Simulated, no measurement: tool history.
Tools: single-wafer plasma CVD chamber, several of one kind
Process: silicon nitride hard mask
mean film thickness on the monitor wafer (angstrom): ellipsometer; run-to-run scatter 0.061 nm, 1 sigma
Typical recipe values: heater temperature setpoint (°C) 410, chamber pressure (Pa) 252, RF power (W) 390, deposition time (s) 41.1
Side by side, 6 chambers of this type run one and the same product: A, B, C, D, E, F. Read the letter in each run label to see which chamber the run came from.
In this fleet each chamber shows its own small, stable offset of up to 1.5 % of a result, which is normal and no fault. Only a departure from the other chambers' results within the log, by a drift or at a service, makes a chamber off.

| run | hour | heater temperature setpoint (°C) | chamber pressure (Pa) | RF power (W) | deposition time (s) | hours since the last thermocouple change | hours since the last RF generator calibration | hours since the last manometer calibration | read-back reference wafer on the same gauge, thickness_nm | mean film thickness on the monitor wafer (angstrom) |
|---|---|---|---|---|---|---|---|---|---|---|
|  | 5.5 | chamber F: capacitance manometer re-zeroed and calibrated |
| 1B | 5.9 | 410 | 252 | 390 | 41.1 | 234.2 | 612.3 | 998.7 | 51.595 | 583.79 |
| 2D | 9.6 | 410 | 252 | 390 | 41.1 | 1645.3 | 1213.7 | 815.7 | 51.605 | 582.93 |
| 3C | 13.2 | 410 | 252 | 390 | 41.1 | 2164.9 | 525.6 | 1137.4 | 51.618 | 583.09 |
| 4E | 19.7 | 410 | 252 | 390 | 41.1 | 931.5 | 1106.6 | 773.4 | 51.620 | 591.60 |
| 5A | 26.1 | 410 | 252 | 390 | 41.1 | 2974.3 | 314.5 | 824.8 | 51.631 | 582.59 |
| 6F | 31.6 | 410 | 252 | 390 | 41.1 | 2064.2 | 757.1 | 26.2 | 51.622 | 584.48 |
| 7C | 36.0 | 410 | 296 | 390 | 41.1 | 2187.7 | 548.4 | 1160.2 | 51.636 | 610.73 |
| 8A | 41.6 | 410 | 296 | 390 | 41.1 | 2989.8 | 330.0 | 840.3 | 51.645 | 606.55 |
| 9B | 46.5 | 410 | 296 | 390 | 41.1 | 274.8 | 652.9 | 1039.3 | 51.646 | 610.16 |
| 10F | 49.9 | 410 | 296 | 390 | 41.1 | 2082.5 | 775.4 | 44.5 | 51.662 | 607.73 |
| 11E | 54.8 | 410 | 296 | 390 | 41.1 | 966.6 | 1141.7 | 808.5 | 51.645 | 618.39 |
| 12D | 58.4 | 410 | 296 | 390 | 41.1 | 1694.1 | 1262.5 | 864.5 | 51.671 | 607.46 |
| 13C | 62.2 | 410 | 252 | 390 | 41.1 | 2213.9 | 574.6 | 1186.4 | 51.671 | 583.72 |
| 14B | 66.1 | 410 | 252 | 390 | 41.1 | 294.4 | 672.5 | 1058.9 | 51.672 | 584.97 |
| 15F | 73.3 | 410 | 252 | 390 | 41.1 | 2105.9 | 798.8 | 67.9 | 51.687 | 584.93 |
| 16E | 80.0 | 410 | 252 | 390 | 41.1 | 991.8 | 1166.9 | 833.7 | 51.695 | 592.11 |
| 17A | 85.8 | 410 | 252 | 390 | 41.1 | 3034.0 | 374.2 | 884.5 | 51.697 | 583.33 |
| 18D | 90.7 | 410 | 252 | 390 | 41.1 | 1726.4 | 1294.8 | 896.8 | 51.694 | 582.81 |
| 19E | 95.6 | 410 | 252 | 390 | 41.1 | 1007.4 | 1182.5 | 849.3 | 51.703 | 592.04 |
| 20F | 99.6 | 410 | 252 | 390 | 41.1 | 2132.2 | 825.1 | 94.2 | 51.711 | 585.22 |
| 21B | 106.3 | 410 | 225 | 460 | 41.1 | 334.6 | 712.7 | 1099.1 | 51.704 | 624.63 |
| 22C | 109.9 | 410 | 225 | 460 | 41.1 | 2261.6 | 622.3 | 1234.1 | 51.709 | 625.12 |
| 23A | 115.6 | 410 | 225 | 460 | 41.1 | 3063.8 | 404.0 | 914.3 | 51.719 | 621.50 |
|  | 119.5 | chamber E: thermocouple changed; heater temperature recalibrated |
| 24D | 120.3 | 410 | 225 | 460 | 41.1 | 1756.0 | 1324.4 | 926.4 | 51.736 | 621.82 |
| 25D | 124.5 | 410 | 225 | 460 | 41.1 | 1760.2 | 1328.6 | 930.6 | 51.742 | 622.93 |
| 26B | 127.9 | 410 | 225 | 460 | 41.1 | 356.2 | 734.3 | 1120.7 | 51.739 | 624.66 |
| 27F | 132.8 | 410 | 252 | 390 | 41.1 | 2165.4 | 858.3 | 127.4 | 51.748 | 586.19 |
| 28C | 136.6 | 410 | 252 | 390 | 41.1 | 2288.3 | 649.0 | 1260.8 | 51.773 | 586.26 |
| 29E | 143.0 | 410 | 252 | 390 | 41.1 | 23.6 | 1229.9 | 896.7 | 51.767 | 593.60 |
| 30A | 149.2 | 410 | 252 | 390 | 41.1 | 3097.4 | 437.6 | 947.9 | 51.764 | 583.53 |
|  | 150.5 | chamber A: thermocouple changed; heater temperature recalibrated |
| 31C | 156.0 | 410 | 252 | 390 | 41.1 | 2307.7 | 668.4 | 1280.2 | 51.757 | 586.15 |
| 32F | 162.5 | 410 | 252 | 390 | 41.1 | 2195.1 | 888.0 | 157.1 | 51.781 | 585.65 |
| 33A | 167.9 | 410 | 252 | 390 | 41.1 | 17.5 | 456.3 | 966.6 | 51.788 | 584.73 |
| 34E | 174.0 | 417 | 280 | 390 | 41.1 | 54.6 | 1260.9 | 927.7 | 51.804 | 608.18 |
| 35D | 177.9 | 417 | 280 | 390 | 41.1 | 1813.6 | 1382.0 | 984.0 | 51.783 | 599.26 |
| 36B | 181.4 | 417 | 280 | 390 | 41.1 | 409.7 | 787.8 | 1174.2 | 51.806 | 601.42 |
| 37F | 185.1 | 417 | 280 | 390 | 41.1 | 2217.7 | 910.6 | 179.7 | 51.793 | 599.47 |
| 38B | 189.0 | 417 | 280 | 390 | 41.1 | 417.3 | 795.4 | 1181.8 | 51.811 | 602.46 |
| 39E | 194.1 | 417 | 280 | 390 | 41.1 | 74.7 | 1281.0 | 947.8 | 51.819 | 607.94 |

Read the log: is a single chamber off, either drifting away or since a service, is the gauge that measures every chamber drifting, or is nothing wrong beyond small per-chamber offsets? Name any odd chamber and what most likely caused it.

No chamber is off; the gauge reading every chamber's wafers drifts, which makes the whole fleet appear to move together.
Likeliest cause: gauge reads high (%) = 0.429.
